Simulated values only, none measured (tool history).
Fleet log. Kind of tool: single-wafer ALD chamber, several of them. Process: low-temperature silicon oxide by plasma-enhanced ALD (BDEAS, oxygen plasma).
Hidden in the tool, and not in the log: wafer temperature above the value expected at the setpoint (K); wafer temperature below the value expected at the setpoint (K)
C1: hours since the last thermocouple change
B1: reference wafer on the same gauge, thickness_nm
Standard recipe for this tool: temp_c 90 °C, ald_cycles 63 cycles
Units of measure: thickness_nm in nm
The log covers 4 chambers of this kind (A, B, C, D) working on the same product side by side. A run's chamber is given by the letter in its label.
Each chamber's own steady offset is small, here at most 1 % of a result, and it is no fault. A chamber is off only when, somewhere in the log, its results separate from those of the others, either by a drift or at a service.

Run 1D, day 0.108: usual settings; C1 950.5; B1 10.599. Result: thickness_nm 9.3228 nm.
Run 2A, day 0.342: usual settings; C1 1024.2; B1 10.602. Result: thickness_nm 9.2772 nm.
Run 3C, day 0.579: usual settings; C1 2013.0; B1 10.601. Result: thickness_nm 9.2311 nm.
Run 4B, day 0.754: usual settings; C1 330.8; B1 10.602. Result: thickness_nm 9.3435 nm.
Run 5B, day 0.912: usual settings but temp_c 79 °C, ald_cycles 69 cycles; C1 334.6; B1 10.601. Result: thickness_nm 10.6440 nm.
Run 6D, day 1.050: usual settings but temp_c 79 °C, ald_cycles 69 cycles; C1 973.1; B1 10.603. Result: thickness_nm 10.6090 nm.
Run 7A, day 1.183: usual settings but temp_c 79 °C, ald_cycles 69 cycles; C1 1044.4; B1 10.598. Result: thickness_nm 10.5480 nm.
Run 8C, day 1.354: usual settings but temp_c 79 °C, ald_cycles 69 cycles; C1 2031.6; B1 10.597. Result: thickness_nm 10.5050 nm.
Run 9D, day 1.538: usual settings; C1 984.8; B1 10.604. Result: thickness_nm 9.2972 nm.
Run 10A, day 1.654: usual settings; C1 1055.7; B1 10.600. Result: thickness_nm 9.2795 nm.
Run 11B, day 1.888: usual settings; C1 358.0; B1 10.598. Result: thickness_nm 9.3631 nm.
Run 12C, day 2.092: usual settings but ald_cycles 51 cycles; C1 2049.3; B1 10.603. Result: thickness_nm 7.4970 nm.
Run 13D, day 2.238: usual settings but ald_cycles 51 cycles; C1 1001.6; B1 10.597. Result: thickness_nm 7.5463 nm.
Run 14A, day 2.454: usual settings but ald_cycles 51 cycles; C1 1074.9; B1 10.595. Result: thickness_nm 7.5240 nm.
Run 15B, day 2.704: usual settings but ald_cycles 51 cycles; C1 377.6; B1 10.597. Result: thickness_nm 7.6121 nm.
Run 16C, day 2.825: usual settings; C1 2066.9; B1 10.605. Result: thickness_nm 9.2628 nm.
Run 17D, day 3.062: usual settings but temp_c 79 °C, ald_cycles 68 cycles; C1 1021.4; B1 10.606. Result: thickness_nm 10.4670 nm.
Run 18B, day 3.212: usual settings but temp_c 79 °C, ald_cycles 68 cycles; C1 389.8; B1 10.600. Result: thickness_nm 10.5140 nm.
Run 19C, day 3.438: usual settings but temp_c 79 °C, ald_cycles 68 cycles; C1 2081.6; B1 10.601. Result: thickness_nm 10.3390 nm.
Run 20A, day 3.604: usual settings but temp_c 79 °C, ald_cycles 68 cycles; C1 1102.5; B1 10.603. Result: thickness_nm 10.3680 nm.
Run 21B, day 3.775: usual settings; C1 403.3; B1 10.603. Result: thickness_nm 9.3874 nm.
Run 22D, day 3.900: usual settings; C1 1041.5; B1 10.602. Result: thickness_nm 9.3118 nm.
Run 23C, day 4.042: usual settings; C1 2096.1; B1 10.605. Result: thickness_nm 9.2197 nm.
Run 24A, day 4.246: usual settings; C1 1117.9; B1 10.596. Result: thickness_nm 9.2684 nm.
Run 25C, day 4.362: usual settings; C1 2103.8; B1 10.602. Result: thickness_nm 9.2446 nm.
Run 26B, day 4.517: usual settings; C1 421.1; B1 10.599. Result: thickness_nm 9.3500 nm.
Run 27D, day 4.671: usual settings; C1 1060.0; B1 10.600. Result: thickness_nm 9.3205 nm.
Run 28A, day 4.846: usual settings; C1 1132.3; B1 10.600. Result: thickness_nm 9.2909 nm.
Run 29A, day 4.979: usual settings; C1 1135.5; B1 10.602. Result: thickness_nm 9.2865 nm.
Run 30B, day 5.192: usual settings; C1 437.3; B1 10.597. Result: thickness_nm 9.3746 nm.
Run 31D, day 5.417: usual settings but ald_cycles 74 cycles; C1 1077.9; B1 10.597. Result: thickness_nm 10.8970 nm.
Run 32C, day 5.571: usual settings but ald_cycles 74 cycles; C1 2132.8; B1 10.600. Result: thickness_nm 10.8550 nm.
Run 33A, day 5.738: usual settings but ald_cycles 74 cycles; C1 1153.7; B1 10.598. Result: thickness_nm 10.8960 nm.
Run 34C, day 5.875: usual settings but ald_cycles 74 cycles; C1 2140.1; B1 10.606. Result: thickness_nm 10.8440 nm.
Run 35D, day 5.988: usual settings; C1 1091.6; B1 10.601. Result: thickness_nm 9.2901 nm.
Run 36B, day 6.167: usual settings; C1 460.7; B1 10.601. Result: thickness_nm 9.3388 nm.
Run 37D, day 6.333: usual settings; C1 1099.9; B1 10.600. Result: thickness_nm 9.3272 nm.
Run 38B, day 6.550: usual settings; C1 469.9; B1 10.600. Result: thickness_nm 9.3750 nm.

Next, every chamber runs the same settings. What will each give?
Run 39A, day 6.733: usual settings but ald_cycles 69 cycles. Result: thickness_nm ?.
Run 39B, day 6.733: usual settings but ald_cycles 69 cycles. Result: thickness_nm ?.
Run 39C, day 6.733: usual settings but ald_cycles 69 cycles. Result: thickness_nm ?.
Run 39D, day 6.733: usual settings but ald_cycles 69 cycles. Result: thickness_nm ?.

run  thickness_nm
39A       10.1430
39B       10.2310
39C       10.1090
39D       10.1970
